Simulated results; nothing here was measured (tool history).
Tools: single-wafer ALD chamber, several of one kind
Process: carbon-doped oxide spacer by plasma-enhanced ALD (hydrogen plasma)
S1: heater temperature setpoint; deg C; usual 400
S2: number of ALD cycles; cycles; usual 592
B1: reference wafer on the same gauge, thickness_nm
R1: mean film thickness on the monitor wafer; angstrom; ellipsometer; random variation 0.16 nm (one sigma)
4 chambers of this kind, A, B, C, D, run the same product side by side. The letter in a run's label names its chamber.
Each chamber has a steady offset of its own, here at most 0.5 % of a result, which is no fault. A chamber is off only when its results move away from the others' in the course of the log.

{"run": "1B", "hour": 6.1, "S1": 400, "S2": 592, "B1": 33.422, "R1": 300.16}
{"run": "2D", "hour": 12.9, "S1": 400, "S2": 592, "B1": 33.374, "R1": 294.53}
{"run": "3C", "hour": 18.2, "S1": 400, "S2": 592, "B1": 33.382, "R1": 296.55}
{"run": "4A", "hour": 23.7, "S1": 400, "S2": 592, "B1": 33.357, "R1": 296.07}
{"run": "5C", "hour": 27.8, "S1": 400, "S2": 592, "B1": 33.398, "R1": 299.06}
{"run": "6D", "hour": 31.3, "S1": 400, "S2": 592, "B1": 33.415, "R1": 297.72}
{"run": "7B", "hour": 37.6, "S1": 394, "S2": 536, "B1": 33.379, "R1": 270.78}
{"run": "8A", "hour": 41.3, "S1": 394, "S2": 536, "B1": 33.446, "R1": 267.56}
{"run": "9C", "hour": 47.0, "S1": 394, "S2": 536, "B1": 33.398, "R1": 266.34}
{"run": "10A", "hour": 51.2, "S1": 394, "S2": 536, "B1": 33.405, "R1": 268.35}
{"run": "11B", "hour": 54.7, "S1": 400, "S2": 592, "B1": 33.392, "R1": 294.75}
{"run": "12D", "hour": 60.5, "S1": 400, "S2": 592, "B1": 33.383, "R1": 297.76}
{"run": "13B", "hour": 67.0, "S1": 400, "S2": 592, "B1": 33.398, "R1": 294.09}
{"run": "14D", "hour": 72.5, "S1": 400, "S2": 592, "B1": 33.388, "R1": 297.55}
{"run": "15A", "hour": 75.6, "S1": 400, "S2": 592, "B1": 33.415, "R1": 294.13}
{"run": "16C", "hour": 82.0, "S1": 400, "S2": 592, "B1": 33.393, "R1": 295.55}
{"run": "17B", "hour": 85.9, "S1": 400, "S2": 592, "B1": 33.375, "R1": 296.14}
{"run": "18D", "hour": 91.2, "S1": 400, "S2": 592, "B1": 33.404, "R1": 297.37}
{"run": "19C", "hour": 98.1, "S1": 400, "S2": 592, "B1": 33.411, "R1": 293.9}
{"run": "20A", "hour": 102.6, "S1": 400, "S2": 592, "B1": 33.386, "R1": 296.14}
{"run": "21A", "hour": 107.6, "S1": 400, "S2": 592, "B1": 33.423, "R1": 297.49}
{"run": "22D", "hour": 114.0, "S1": 400, "S2": 592, "B1": 33.417, "R1": 293.36}
{"run": "23C", "hour": 120.3, "S1": 400, "S2": 592, "B1": 33.358, "R1": 294.68}
{"run": "24B", "hour": 125.6, "S1": 400, "S2": 592, "B1": 33.439, "R1": 299.28}
{"run": "25C", "hour": 130.3, "S1": 400, "S2": 592, "B1": 33.364, "R1": 294.68}
{"run": "26D", "hour": 135.7, "S1": 400, "S2": 592, "B1": 33.392, "R1": 296.24}
{"run": "27B", "hour": 139.9, "S1": 400, "S2": 592, "B1": 33.359, "R1": 298.39}
{"run": "28A", "hour": 146.6, "S1": 400, "S2": 592, "B1": 33.413, "R1": 298.6}
{"run": "29D", "hour": 151.1, "S1": 400, "S2": 592, "B1": 33.385, "R1": 293.93}
{"run": "30C", "hour": 156.0, "S1": 400, "S2": 592, "B1": 33.349, "R1": 295.2}
{"run": "31A", "hour": 161.9, "S1": 400, "S2": 592, "B1": 33.464, "R1": 293.08}
{"run": "32B", "hour": 165.1, "S1": 400, "S2": 592, "B1": 33.397, "R1": 297.83}
{"run": "33A", "hour": 170.7, "S1": 400, "S2": 592, "B1": 33.407, "R1": 295.36}
{"run": "34B", "hour": 175.3, "S1": 400, "S2": 592, "B1": 33.386, "R1": 297.14}
{"run": "35C", "hour": 181.3, "S1": 400, "S2": 592, "B1": 33.37, "R1": 297.56}

Is one chamber off against the others, does the gauge drift, or is nothing wrong? If a chamber is off, say which, and what the likeliest cause is.

No chamber stands off beyond its own small offset, and the gauge holds steady.
